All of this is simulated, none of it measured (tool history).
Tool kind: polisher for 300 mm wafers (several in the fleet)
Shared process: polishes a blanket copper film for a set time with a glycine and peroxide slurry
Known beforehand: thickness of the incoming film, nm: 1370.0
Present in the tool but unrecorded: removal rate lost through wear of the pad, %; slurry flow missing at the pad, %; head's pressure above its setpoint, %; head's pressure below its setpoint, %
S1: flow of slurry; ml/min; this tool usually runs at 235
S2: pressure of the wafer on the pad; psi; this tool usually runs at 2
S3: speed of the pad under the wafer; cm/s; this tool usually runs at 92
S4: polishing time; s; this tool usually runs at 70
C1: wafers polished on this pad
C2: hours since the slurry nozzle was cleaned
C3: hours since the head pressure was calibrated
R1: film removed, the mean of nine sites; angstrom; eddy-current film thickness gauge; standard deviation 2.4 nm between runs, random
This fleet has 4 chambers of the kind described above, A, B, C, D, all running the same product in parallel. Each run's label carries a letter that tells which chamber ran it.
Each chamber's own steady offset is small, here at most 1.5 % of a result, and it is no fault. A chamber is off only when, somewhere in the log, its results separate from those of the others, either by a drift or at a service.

run,hour,S1,S2,S3,S4,C1,C2,C3,R1
1C,9.6,235,2,92,70,797,20.6,279.1,2964.9
2D,23.9,235,2,92,70,868,503.1,504.4,2953.3
# hour 35.9: chamber C: worn pad replaced by a new one
3A,38,235,2,92,70,802,195.8,112.4,2935.8
# hour 39.1: chamber C: head pressure recalibrated
# hour 45.9: chamber B: worn pad replaced by a new one
4B,53.1,235,2,92,70,77,206.9,149.4,2952.6
# hour 62.1: chamber A: worn pad replaced by a new one
# hour 62.8: chamber D: slurry nozzle cleaned
5D,68.6,235,2,92,70,1347,5.8,549.1,2940.1
6A,79.6,235,2,92,70,188,237.4,154,2926.1
7B,94.2,235,2,92,70,517,248,190.5,2968.8
8C,106.1,185,1.6,92,70,752,117.1,67.1,2428.3
# hour 108.3: chamber A: slurry nozzle cleaned
# hour 113.8: chamber C: worn pad replaced by a new one
9A,122.1,185,1.6,92,70,643,13.9,196.5,2413.3
10C,136.3,185,1.6,92,70,241,147.3,97.3,2396.1
# hour 143: chamber B: worn pad replaced by a new one
# hour 145.1: chamber A: worn pad replaced by a new one
11B,149.6,185,1.6,92,70,71,303.4,245.9,2473.1
12D,160.8,235,2,92,70,2334,98,641.3,2922
13A,170.1,235,2,92,70,268,61.9,244.5,2946.2
14D,183,235,2,92,70,2572,120.2,663.5,2913.6
15C,190.3,235,2,92,70,820,201.3,151.3,2954.6
16B,201.3,235,2,92,70,625,355.1,297.6,3015.8
# hour 204.6: chamber C: worn pad replaced by a new one
17A,217.8,235,2,92,70,779,109.6,292.2,2932.4
# hour 219.4: chamber B: worn pad replaced by a new one
18C,232.9,235,2,92,70,303,243.9,193.9,2996.4
# hour 238.9: chamber A: worn pad replaced by a new one
19B,244.2,235,2,92,70,265,398,340.5,2940.4
20D,259.2,235,2,68,83,3388,196.4,739.7,2704.2
21C,267.1,235,2,68,83,669,278.1,228.1,2778.1
# hour 283.6: chamber C: worn pad replaced by a new one
22D,283.9,235,2,68,83,3653,221.1,764.4,2723
23A,294.9,235,2,68,83,599,186.7,369.3,2810.7
# hour 305.2: chamber D: head pressure recalibrated
# hour 306: chamber B: worn pad replaced by a new one
24B,307.5,235,2,92,70,16,461.3,403.8,2973.1
# hour 316.1: chamber A: slurry nozzle cleaned
25B,319.1,235,2,92,70,140,472.9,415.4,2910.6
# hour 327.4: chamber A: worn pad replaced by a new one
26C,329.9,235,2,92,70,496,340.9,290.9,2960.7
27D,339.9,235,2,92,70,4252,277.1,34.8,2800.2
# hour 343.8: chamber C: slurry nozzle cleaned
# hour 350.4: chamber C: head pressure recalibrated
28A,353.7,235,2,92,70,281,37.6,428.1,2928.5
29D,365.2,235,2,92,70,4523,302.4,60.1,2762.8
# hour 367.4: chamber C: worn pad replaced by a new one
30C,377.1,235,2,92,70,104,33.4,26.7,3000.1
31B,389.5,235,2,92,70,894,543.3,485.8,2966.2
# hour 393.4: chamber B: slurry nozzle cleaned
32A,400.2,235,2,92,70,779,84.1,474.6,2912.6
# hour 404.5: chamber B: worn pad replaced by a new one
33A,411.5,235,2,92,70,900,95.4,485.9,2920.3
34D,420,235,2,92,70,5110,357.2,114.9,2712.3
35C,434.3,235,2,92,70,717,90.6,83.9,2959.2
36B,442.3,235,2,92,70,405,48.9,538.6,2951.5

Is one chamber out of step, is the gauge drifting, or do the chambers differ by no more than their own small offsets? For an off chamber, give its letter and the likeliest cause.

It is chamber D that slowly wanders off from its peers.
What lies behind it: removal rate lost through wear of the pad, % = 6.52.
It could be hard to tell apart here from: slurry flow missing at the pad, %.

Chamber D could run next with any of the 4 candidate recipes listed below; each alters the usual settings, and their results appear as question marks. Which one brings its results back in line with what the other chambers deliver on the usual settings?
Allowed miss from the other chambers' usual-settings mean, per result, to count as in line: R1 83 angstrom
37D-1,454.3,235,2,92,71,,,,?
37D-2,454.3,235,2,92,69,,,,?
37D-3,454.3,235,2.1,96,70,,,,?
37D-4,454.3,230,2,84,70,,,,?

What the other chambers average on the usual settings: R1 2942 angstrom
run,R1
37D-1,2784
37D-2,2705.6
37D-3,2941.2
37D-4,2560.8
It is 37D-3 that realigns the chamber with its peers.
